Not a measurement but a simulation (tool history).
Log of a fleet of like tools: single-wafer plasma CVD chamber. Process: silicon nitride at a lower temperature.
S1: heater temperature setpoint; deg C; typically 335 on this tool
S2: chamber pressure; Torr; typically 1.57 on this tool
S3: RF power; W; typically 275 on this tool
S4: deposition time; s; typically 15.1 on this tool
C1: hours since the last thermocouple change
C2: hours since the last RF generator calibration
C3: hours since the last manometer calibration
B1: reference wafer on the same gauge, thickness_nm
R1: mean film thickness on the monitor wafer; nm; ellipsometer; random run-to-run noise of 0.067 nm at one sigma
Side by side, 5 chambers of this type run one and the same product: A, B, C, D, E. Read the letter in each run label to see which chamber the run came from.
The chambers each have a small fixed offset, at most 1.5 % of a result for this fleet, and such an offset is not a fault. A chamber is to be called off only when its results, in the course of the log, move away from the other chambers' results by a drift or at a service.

| run | hour | S1 | S2 | S3 | S4 | C1 | C2 | C3 | B1 | R1 |
|---|---|---|---|---|---|---|---|---|---|---|
| 1E | 6.6 | 335 | 1.57 | 275 | 15.1 | 1712 | 177.6 | 1811.6 | 19.002 | 16.94 |
| 2B | 12.8 | 335 | 1.57 | 275 | 15.1 | 1914.9 | 243.7 | 500.8 | 19.021 | 16.656 |
| 3C | 17.3 | 335 | 1.57 | 275 | 15.1 | 635.9 | 1075.8 | 481 | 18.999 | 16.629 |
| 4A | 21.8 | 335 | 1.57 | 275 | 15.1 | 2387.4 | 481.6 | 514 | 18.985 | 16.881 |
| 5D | 25.8 | 335 | 1.57 | 275 | 15.1 | 139.5 | 750.1 | 211 | 18.999 | 16.928 |
| 6C | 32.9 | 346 | 1.57 | 275 | 17.8 | 651.5 | 1091.4 | 496.6 | 19.003 | 19.576 |
| 7E | 40.7 | 346 | 1.57 | 275 | 17.8 | 1746.1 | 211.7 | 1845.7 | 19.015 | 19.996 |
| 8A | 44.5 | 346 | 1.57 | 275 | 17.8 | 2410.1 | 504.3 | 536.7 | 18.996 | 19.601 |
| 9B | 51.1 | 346 | 1.57 | 275 | 17.8 | 1953.2 | 282 | 539.1 | 19.009 | 19.647 |
| 10D | 55.8 | 346 | 1.57 | 275 | 17.8 | 169.5 | 780.1 | 241 | 18.982 | 19.724 |
| 11B | 60 | 335 | 1.57 | 275 | 13.5 | 1962.1 | 290.9 | 548 | 18.999 | 14.861 |
| 12A | 64.8 | 335 | 1.57 | 275 | 13.5 | 2430.4 | 524.6 | 557 | 18.987 | 14.96 |
| 13C | 70.6 | 335 | 1.57 | 275 | 13.5 | 689.2 | 1129.1 | 534.3 | 19.014 | 14.898 |
| 14E | 74.6 | 335 | 1.57 | 275 | 13.5 | 1780 | 245.6 | 1879.6 | 18.998 | 15.167 |
| 15D | 78.5 | 335 | 1.57 | 275 | 13.5 | 192.2 | 802.8 | 263.7 | 19.026 | 15.19 |
| 16A | 86.8 | 322 | 1.57 | 275 | 15.1 | 2452.4 | 546.6 | 579 | 18.993 | 16.607 |
| 17B | 92.3 | 322 | 1.57 | 275 | 15.1 | 1994.4 | 323.2 | 580.3 | 18.996 | 16.773 |
| 18D | 97.5 | 322 | 1.57 | 275 | 15.1 | 211.2 | 821.8 | 282.7 | 19.014 | 16.898 |
|  | 100 | chamber C: RF generator calibrated |
| 19E | 103.5 | 322 | 1.57 | 275 | 15.1 | 1808.9 | 274.5 | 1908.5 | 18.986 | 17.12 |
| 20C | 108.2 | 322 | 1.57 | 275 | 15.1 | 726.8 | 8.2 | 571.9 | 18.998 | 16.743 |
| 21B | 112.9 | 335 | 1.57 | 275 | 15.1 | 2015 | 343.8 | 600.9 | 18.982 | 16.647 |
| 22A | 117.2 | 335 | 1.57 | 275 | 15.1 | 2482.8 | 577 | 609.4 | 19.014 | 16.405 |
| 23D | 122.5 | 335 | 1.57 | 275 | 15.1 | 236.2 | 846.8 | 307.7 | 19.012 | 16.859 |
| 24E | 129.5 | 335 | 1.57 | 275 | 15.1 | 1834.9 | 300.5 | 1934.5 | 18.985 | 17.056 |
| 25C | 133.9 | 322 | 1.57 | 220 | 15.1 | 752.5 | 33.9 | 597.6 | 18.996 | 14.246 |
| 26C | 140.2 | 322 | 1.57 | 220 | 15.1 | 758.8 | 40.2 | 603.9 | 18.986 | 14.256 |
|  | 140.4 | chamber D: RF generator calibrated |
| 27B | 147.1 | 322 | 1.57 | 220 | 15.1 | 2049.2 | 378 | 635.1 | 18.98 | 14.262 |
| 28D | 154.5 | 322 | 1.57 | 220 | 15.1 | 268.2 | 14.2 | 339.7 | 19.015 | 14.35 |
| 29E | 159.3 | 322 | 1.57 | 220 | 15.1 | 1864.7 | 330.3 | 1964.3 | 19.005 | 14.457 |
| 30A | 165 | 335 | 1.57 | 275 | 15.1 | 2530.6 | 624.8 | 657.2 | 18.987 | 16.192 |
| 31E | 169.6 | 335 | 1.57 | 300 | 13.1 | 1875 | 340.6 | 1974.6 | 18.993 | 15.657 |
| 32D | 175.9 | 335 | 1.57 | 300 | 13.1 | 289.6 | 35.6 | 361.1 | 18.991 | 15.604 |
| 33B | 182.1 | 335 | 1.57 | 300 | 13.1 | 2084.2 | 413 | 670.1 | 18.995 | 15.355 |
| 34A | 189.6 | 335 | 1.57 | 300 | 13.1 | 2555.2 | 649.4 | 681.8 | 18.993 | 14.846 |

Does one chamber stand apart from the rest, does the shared gauge drift, or is all well apart from small per-chamber offsets? Give the chamber and the most likely cause, where there is one.

Chamber A drifts away from the others.
Cause: delivered RF power below the setpoint (%) = 6.42.

Here are 4 candidates for chamber A's next run, each the usual settings with a change, their results left as question marks. Which one brings its results back in line with what the others give on the usual settings?
In-line tolerance around the mean of the other chambers on the usual settings: R1 0.24 nm
| 35A-1 | 195.7 | 335 | 1.57 | 285 | 15.9 |  |  |  |  | ? |
| 35A-2 | 195.7 | 335 | 1.57 | 265 | 14.3 |  |  |  |  | ? |
| 35A-3 | 195.7 | 335 | 1.59 | 280 | 15.5 |  |  |  |  | ? |
| 35A-4 | 195.7 | 335 | 1.57 | 260 | 15.1 |  |  |  |  | ? |

Mean of the other chambers on the usual settings: R1 16.79 nm
| run | R1 |
|---|---|
| 35A-1 | 17.368 |
| 35A-2 | 14.83 |
| 35A-3 | 16.778 |
| 35A-4 | 15.445 |
It is 35A-3 that realigns the chamber with its peers.
